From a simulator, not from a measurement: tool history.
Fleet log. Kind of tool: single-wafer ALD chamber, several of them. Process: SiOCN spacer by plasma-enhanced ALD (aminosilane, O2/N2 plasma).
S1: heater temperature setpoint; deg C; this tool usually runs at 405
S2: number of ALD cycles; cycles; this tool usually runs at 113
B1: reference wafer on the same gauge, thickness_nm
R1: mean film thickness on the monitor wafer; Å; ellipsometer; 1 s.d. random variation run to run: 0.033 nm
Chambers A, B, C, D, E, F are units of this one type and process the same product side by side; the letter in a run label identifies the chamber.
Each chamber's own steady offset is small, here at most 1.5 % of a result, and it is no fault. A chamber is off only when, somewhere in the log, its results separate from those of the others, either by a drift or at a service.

{"run": "1B", "day": 0.279, "S1": 405, "S2": 113, "B1": 7.8272, "R1": 66.977}
{"run": "2C", "day": 0.567, "S1": 405, "S2": 113, "B1": 7.8356, "R1": 68.233}
{"run": "3D", "day": 0.775, "S1": 405, "S2": 113, "B1": 7.836, "R1": 68.303}
{"run": "4A", "day": 0.975, "S1": 405, "S2": 113, "B1": 7.8334, "R1": 66.78}
{"run": "5E", "day": 1.212, "S1": 405, "S2": 113, "B1": 7.8253, "R1": 66.974}
{"run": "6F", "day": 1.35, "S1": 405, "S2": 104, "B1": 7.8296, "R1": 62.241}
{"run": "7C", "day": 1.475, "S1": 405, "S2": 104, "B1": 7.8279, "R1": 62.387}
{"run": "8D", "day": 1.612, "S1": 405, "S2": 104, "B1": 7.8226, "R1": 62.782}
{"run": "9E", "day": 1.796, "S1": 405, "S2": 104, "B1": 7.8332, "R1": 61.437}
{"run": "10F", "day": 2.017, "S1": 405, "S2": 104, "B1": 7.8307, "R1": 62.445}
{"run": "11B", "day": 2.267, "S1": 405, "S2": 104, "B1": 7.8215, "R1": 61.848}
{"run": "12A", "day": 2.467, "S1": 405, "S2": 113, "B1": 7.815, "R1": 66.802}
{"run": "13F", "day": 2.675, "S1": 405, "S2": 113, "B1": 7.8349, "R1": 67.982}
{"run": "14C", "day": 2.912, "S1": 419, "S2": 104, "B1": 7.829, "R1": 59.916}
{"run": "15B", "day": 3.121, "S1": 419, "S2": 104, "B1": 7.8265, "R1": 59.021}
{"run": "16D", "day": 3.258, "S1": 419, "S2": 104, "B1": 7.8325, "R1": 60.485}
{"run": "17E", "day": 3.388, "S1": 419, "S2": 104, "B1": 7.8309, "R1": 58.764}
{"run": "18A", "day": 3.546, "S1": 419, "S2": 104, "B1": 7.8314, "R1": 58.385}
{"run": "19F", "day": 3.792, "S1": 419, "S2": 104, "B1": 7.839, "R1": 59.499}
{"run": "20E", "day": 4.054, "S1": 405, "S2": 113, "B1": 7.8282, "R1": 66.641}
{"run": "21B", "day": 4.254, "S1": 405, "S2": 113, "B1": 7.8414, "R1": 67.373}
{"run": "22D", "day": 4.475, "S1": 405, "S2": 113, "B1": 7.8347, "R1": 68.148}
{"run": "23A", "day": 4.717, "S1": 405, "S2": 113, "B1": 7.83, "R1": 66.792}
{"run": "24C", "day": 4.85, "S1": 405, "S2": 113, "B1": 7.8268, "R1": 67.866}
{"day": 5.008, "done": "chamber E: thermocouple changed; heater temperature recalibrated"}
{"run": "25E", "day": 5.104, "S1": 405, "S2": 113, "B1": 7.8229, "R1": 66.982}
{"run": "26C", "day": 5.362, "S1": 405, "S2": 113, "B1": 7.8298, "R1": 67.865}
{"run": "27B", "day": 5.579, "S1": 405, "S2": 113, "B1": 7.8304, "R1": 66.701}
{"run": "28F", "day": 5.771, "S1": 405, "S2": 134, "B1": 7.8161, "R1": 80.019}
{"run": "29A", "day": 6.012, "S1": 405, "S2": 134, "B1": 7.8269, "R1": 78.783}
{"run": "30D", "day": 6.25, "S1": 405, "S2": 134, "B1": 7.8242, "R1": 81.139}
{"run": "31D", "day": 6.383, "S1": 405, "S2": 134, "B1": 7.8306, "R1": 80.272}
{"run": "32E", "day": 6.662, "S1": 405, "S2": 134, "B1": 7.8338, "R1": 79.095}
{"run": "33C", "day": 6.804, "S1": 405, "S2": 134, "B1": 7.8344, "R1": 80.172}
{"run": "34A", "day": 7.075, "S1": 405, "S2": 113, "B1": 7.8234, "R1": 66.491}
{"run": "35F", "day": 7.321, "S1": 405, "S2": 113, "B1": 7.8299, "R1": 66.998}
{"run": "36B", "day": 7.454, "S1": 405, "S2": 113, "B1": 7.8394, "R1": 66.548}
{"run": "37E", "day": 7.717, "S1": 405, "S2": 113, "B1": 7.826, "R1": 67.035}
{"run": "38F", "day": 7.979, "S1": 405, "S2": 113, "B1": 7.8312, "R1": 67.677}

All 6 chambers run these settings next. Forecast each chamber's results:
{"run": "39A", "day": 8.183, "S1": 414, "S2": 113, "R1": "?"}
{"run": "39B", "day": 8.183, "S1": 414, "S2": 113, "R1": "?"}
{"run": "39C", "day": 8.183, "S1": 414, "S2": 113, "R1": "?"}
{"run": "39D", "day": 8.183, "S1": 414, "S2": 113, "R1": "?"}
{"run": "39E", "day": 8.183, "S1": 414, "S2": 113, "R1": "?"}
{"run": "39F", "day": 8.183, "S1": 414, "S2": 113, "R1": "?"}

run=39A R1=64.566
run=39B R1=65.462
run=39C R1=65.680
run=39D R1=66.310
run=39E R1=64.777
run=39F R1=65.534

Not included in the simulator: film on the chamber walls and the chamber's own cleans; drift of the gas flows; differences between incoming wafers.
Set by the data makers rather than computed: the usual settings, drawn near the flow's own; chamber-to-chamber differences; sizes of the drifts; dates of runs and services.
